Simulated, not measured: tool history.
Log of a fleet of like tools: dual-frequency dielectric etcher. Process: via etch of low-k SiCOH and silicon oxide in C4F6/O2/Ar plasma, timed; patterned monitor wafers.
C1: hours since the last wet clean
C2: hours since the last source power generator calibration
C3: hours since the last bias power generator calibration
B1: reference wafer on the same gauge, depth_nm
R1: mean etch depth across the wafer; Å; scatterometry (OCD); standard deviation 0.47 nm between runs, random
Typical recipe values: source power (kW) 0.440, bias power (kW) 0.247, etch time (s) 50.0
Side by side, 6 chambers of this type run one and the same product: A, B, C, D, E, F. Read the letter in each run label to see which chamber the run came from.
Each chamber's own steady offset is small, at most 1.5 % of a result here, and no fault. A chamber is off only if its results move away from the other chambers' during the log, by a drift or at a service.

Run 1C, hour 3.6: usual settings; C1 165.6; C2 154.1; C3 202.1; B1 160.97. Result: R1 1590.1 Å.
Run 2E, hour 8.4: usual settings; C1 308.0; C2 3211.5; C3 1716.3; B1 161.04. Result: R1 1592.8 Å.
Run 3F, hour 11.2: usual settings; C1 158.4; C2 2850.0; C3 1615.2; B1 161.02. Result: R1 1605.3 Å.
Run 4A, hour 14.1: usual settings; C1 49.4; C2 2372.3; C3 3902.5; B1 161.06. Result: R1 1625.3 Å.
Run 5B, hour 18.0: usual settings; C1 116.3; C2 2378.7; C3 386.6; B1 161.07. Result: R1 1617.4 Å.
Run 6D, hour 23.2: usual settings; C1 174.6; C2 1325.9; C3 193.5; B1 160.99. Result: R1 1618.6 Å.
Run 7C, hour 27.8: usual settings; C1 189.8; C2 178.3; C3 226.3; B1 161.03. Result: R1 1591.3 Å.
Run 8E, hour 32.0: usual settings; C1 331.6; C2 3235.1; C3 1739.9; B1 161.12. Result: R1 1597.7 Å.
Run 9B, hour 34.6: usual settings; C1 132.9; C2 2395.3; C3 403.2; B1 161.04. Result: R1 1622.3 Å.
Run 10D, hour 40.3: usual settings; C1 191.7; C2 1343.0; C3 210.6; B1 161.04. Result: R1 1617.4 Å.
Run 11A, hour 44.7: usual settings but bias power (kW) 0.278; C1 80.0; C2 2402.9; C3 3933.1; B1 160.96. Result: R1 1692.9 Å.
Run 12F, hour 48.2: usual settings but bias power (kW) 0.278; C1 195.4; C2 2887.0; C3 1652.2; B1 160.97. Result: R1 1671.4 Å.
Run 13F, hour 52.2: usual settings but bias power (kW) 0.278; C1 199.4; C2 2891.0; C3 1656.2; B1 160.99. Result: R1 1670.3 Å.
Run 14D, hour 56.8: usual settings but bias power (kW) 0.278; C1 208.2; C2 1359.5; C3 227.1; B1 161.06. Result: R1 1678.7 Å.
Run 15C, hour 62.7: usual settings but bias power (kW) 0.278; C1 224.7; C2 213.2; C3 261.2; B1 161.03. Result: R1 1648.9 Å.
Run 16B, hour 65.2: usual settings but bias power (kW) 0.278; C1 163.5; C2 2425.9; C3 433.8; B1 161.10. Result: R1 1707.9 Å.
Run 17A, hour 69.2: usual settings; C1 104.5; C2 2427.4; C3 3957.6; B1 161.13. Result: R1 1621.2 Å.
Run 18E, hour 73.0: usual settings; C1 372.6; C2 3276.1; C3 1780.9; B1 161.01. Result: R1 1592.4 Å.
Run 19C, hour 78.7: usual settings; C1 240.7; C2 229.2; C3 277.2; B1 160.95. Result: R1 1586.1 Å.
Run 20F, hour 81.8: usual settings; C1 229.0; C2 2920.6; C3 1685.8; B1 160.94. Result: R1 1605.3 Å.
Run 21E, hour 85.0: usual settings; C1 384.6; C2 3288.1; C3 1792.9; B1 160.93. Result: R1 1597.9 Å.
Run 22D, hour 89.7: usual settings; C1 241.1; C2 1392.4; C3 260.0; B1 160.95. Result: R1 1620.9 Å.
Run 23A, hour 95.1: usual settings; C1 130.4; C2 2453.3; C3 3983.5; B1 161.01. Result: R1 1612.8 Å.
Run 24B, hour 97.6: usual settings; C1 195.9; C2 2458.3; C3 466.2; B1 160.97. Result: R1 1657.3 Å.
Run 25A, hour 103.1: usual settings; C1 138.4; C2 2461.3; C3 3991.5; B1 161.02. Result: R1 1623.1 Å.
Run 26B, hour 106.6: usual settings; C1 204.9; C2 2467.3; C3 475.2; B1 160.97. Result: R1 1654.1 Å.
Run 27E, hour 111.4: usual settings but bias power (kW) 0.199; C1 411.0; C2 3314.5; C3 1819.3; B1 160.83. Result: R1 1491.9 Å.
Run 28C, hour 117.2: usual settings but bias power (kW) 0.199; C1 279.2; C2 267.7; C3 315.7; B1 160.96. Result: R1 1483.4 Å.
Run 29F, hour 120.4: usual settings but bias power (kW) 0.199; C1 267.6; C2 2959.2; C3 1724.4; B1 160.92. Result: R1 1501.4 Å.
Run 30D, hour 125.6: usual settings but bias power (kW) 0.199; C1 277.0; C2 1428.3; C3 295.9; B1 161.04. Result: R1 1500.8 Å.
Run 31A, hour 129.4: usual settings but bias power (kW) 0.199; C1 164.7; C2 2487.6; C3 4017.8; B1 161.02. Result: R1 1509.7 Å.
Run 32B, hour 135.0: usual settings but bias power (kW) 0.199; C1 233.3; C2 2495.7; C3 503.6; B1 161.11. Result: R1 1557.5 Å.
Run 33F, hour 138.8: usual settings; C1 286.0; C2 2977.6; C3 1742.8; B1 161.12. Result: R1 1619.0 Å.
Run 34D, hour 144.3: usual settings; C1 295.7; C2 1447.0; C3 314.6; B1 161.08. Result: R1 1607.8 Å.
Run 35C, hour 149.7: usual settings; C1 311.7; C2 300.2; C3 348.2; B1 161.00. Result: R1 1588.9 Å.
Run 36E, hour 152.2: usual settings but etch time (s) 56.5; C1 451.8; C2 3355.3; C3 1860.1; B1 161.10. Result: R1 1813.2 Å.
Run 37E, hour 156.2: usual settings but etch time (s) 56.5; C1 455.8; C2 3359.3; C3 1864.1; B1 161.06. Result: R1 1817.8 Å.
Run 38C, hour 160.3: usual settings but etch time (s) 56.5; C1 322.3; C2 310.8; C3 358.8; B1 160.94. Result: R1 1788.3 Å.
Run 39D, hour 164.4: usual settings but etch time (s) 56.5; C1 315.8; C2 1467.1; C3 334.7; B1 160.97. Result: R1 1826.3 Å.
Run 40A, hour 167.4: usual settings but etch time (s) 56.5; C1 202.7; C2 2525.6; C3 4055.8; B1 160.91. Result: R1 1830.1 Å.
Run 41F, hour 171.2: usual settings but etch time (s) 56.5; C1 318.4; C2 3010.0; C3 1775.2; B1 160.93. Result: R1 1812.5 Å.

Does one chamber stand apart from the rest, does the shared gauge drift, or is all well apart from small per-chamber offsets? Give the chamber and the most likely cause, where there is one.

Little by little, chamber B moves away from the other chambers.
Cause: etch rate over this chamber's usual, % = 4.26.

Below are 4 candidate recipes for chamber B's next run, each the usual settings with a change, their results shown as question marks. Which of them brings B's results back in line with what the other chambers give on the usual settings?
Allowed miss from the other chambers' usual-settings mean, per result, to count as in line: R1 17.0 Å
Run 42B-1, hour 175.4: usual settings but bias power (kW) 0.248, etch time (s) 51.5. Result: R1 ?.
Run 42B-2, hour 175.4: usual settings but source power (kW) 0.500. Result: R1 ?.
Run 42B-3, hour 175.4: usual settings but bias power (kW) 0.209. Result: R1 ?.
Run 42B-4, hour 175.4: usual settings but etch time (s) 48.5. Result: R1 ?.

What the other chambers average on the usual settings: R1 1605.9 Å
  run      R1
42B-1  1741.9
42B-2  1774.2
42B-3  1599.7
42B-4  1638.2
Change 42B-3 lands the chamber within the allowed miss of the other chambers.
